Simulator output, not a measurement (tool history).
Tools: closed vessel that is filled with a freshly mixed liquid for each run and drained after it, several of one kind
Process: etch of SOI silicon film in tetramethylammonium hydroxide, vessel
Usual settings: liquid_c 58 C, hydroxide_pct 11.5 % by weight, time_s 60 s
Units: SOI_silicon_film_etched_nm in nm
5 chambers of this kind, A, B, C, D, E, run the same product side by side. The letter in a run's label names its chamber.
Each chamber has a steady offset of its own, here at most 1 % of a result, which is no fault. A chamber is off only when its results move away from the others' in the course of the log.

| run | day | liquid_c | hydroxide_pct | time_s | read-back film thickness of the SOI silicon film reference wafer, read on the same gauge (nm) | SOI_silicon_film_etched_nm |
|---|---|---|---|---|---|---|
| 1D | 0.138 | 58 | 11.5 | 60 | 139.98 | 200.87 |
| 2B | 0.275 | 58 | 11.5 | 60 | 139.96 | 201.52 |
| 3C | 0.408 | 58 | 11.5 | 60 | 139.96 | 199.73 |
| 4A | 0.612 | 58 | 11.5 | 60 | 139.99 | 201.96 |
| 5E | 0.825 | 58 | 11.5 | 60 | 139.99 | 198.91 |
| 6B | 1.008 | 58 | 11.5 | 60 | 139.95 | 200.31 |
| 7A | 1.2 | 58 | 11.5 | 60 | 139.99 | 202.56 |
|  | 1.258 | chamber D: hydroxide flow meter replaced |
| 8C | 1.358 | 58 | 11.5 | 60 | 139.98 | 199.28 |
| 9E | 1.546 | 58 | 11.5 | 60 | 140.03 | 200.33 |
| 10D | 1.658 | 58 | 11.5 | 35 | 139.98 | 118.46 |
| 11E | 1.871 | 58 | 11.5 | 35 | 140 | 116.58 |
|  | 1.9 | chamber B: hydroxide flow meter replaced |
| 12C | 2.05 | 58 | 11.5 | 35 | 140.04 | 116.21 |
| 13B | 2.183 | 58 | 11.5 | 35 | 139.98 | 117.19 |
| 14A | 2.4 | 58 | 11.5 | 35 | 140.02 | 118.26 |
| 15D | 2.579 | 58 | 11.5 | 60 | 139.98 | 202.36 |
| 16A | 2.796 | 58 | 11.5 | 60 | 139.96 | 202.21 |
| 17D | 2.917 | 58 | 11.5 | 60 | 140 | 202.18 |
| 18C | 3.012 | 58 | 11.5 | 60 | 140.05 | 199.35 |
| 19E | 3.208 | 58 | 11.5 | 60 | 139.97 | 198.8 |
| 20B | 3.35 | 58 | 11.5 | 60 | 140.02 | 201.44 |
| 21B | 3.446 | 58 | 11.5 | 60 | 140 | 201.41 |
| 22A | 3.588 | 58 | 11.5 | 60 | 139.99 | 201.27 |
| 23C | 3.8 | 58 | 11.5 | 60 | 139.97 | 198.58 |
| 24E | 3.908 | 58 | 11.5 | 60 | 140.02 | 197.75 |
| 25D | 4.025 | 58 | 11.5 | 60 | 140.02 | 202.33 |
| 26D | 4.192 | 58 | 11.5 | 60 | 140.01 | 201.29 |
| 27A | 4.35 | 58 | 11.5 | 60 | 139.99 | 200.38 |
| 28C | 4.517 | 60.5 | 11.5 | 60 | 140 | 234.76 |
| 29B | 4.625 | 60.5 | 11.5 | 60 | 140.02 | 235.77 |
|  | 4.642 | chamber C: thermometer replaced |
| 30E | 4.762 | 60.5 | 11.5 | 60 | 140.04 | 229.17 |
| 31A | 4.971 | 60.5 | 11.5 | 60 | 140.02 | 236.39 |
| 32D | 5.067 | 60.5 | 11.5 | 60 | 140.05 | 237.63 |
| 33C | 5.171 | 58 | 11.5 | 60 | 139.97 | 200.92 |
| 34E | 5.325 | 58 | 11.5 | 60 | 140 | 196.51 |
| 35B | 5.496 | 58 | 11.5 | 60 | 140 | 201.21 |
| 36A | 5.692 | 58 | 11.5 | 60 | 140.04 | 201.09 |
| 37B | 5.892 | 58 | 11.5 | 60 | 139.99 | 199.94 |
| 38E | 5.992 | 58 | 11.5 | 60 | 139.99 | 195.74 |

All 5 chambers run these settings next. Forecast each chamber's results:
| 39A | 6.146 | 58 | 11.5 | 60 |  | ? |
| 39B | 6.146 | 58 | 11.5 | 60 |  | ? |
| 39C | 6.146 | 58 | 11.5 | 60 |  | ? |
| 39D | 6.146 | 58 | 11.5 | 60 |  | ? |
| 39E | 6.146 | 58 | 11.5 | 60 |  | ? |

| run | SOI_silicon_film_etched_nm |
|---|---|
| 39A | 200.95 |
| 39B | 200.55 |
| 39C | 199.53 |
| 39D | 200.89 |
| 39E | 194.07 |
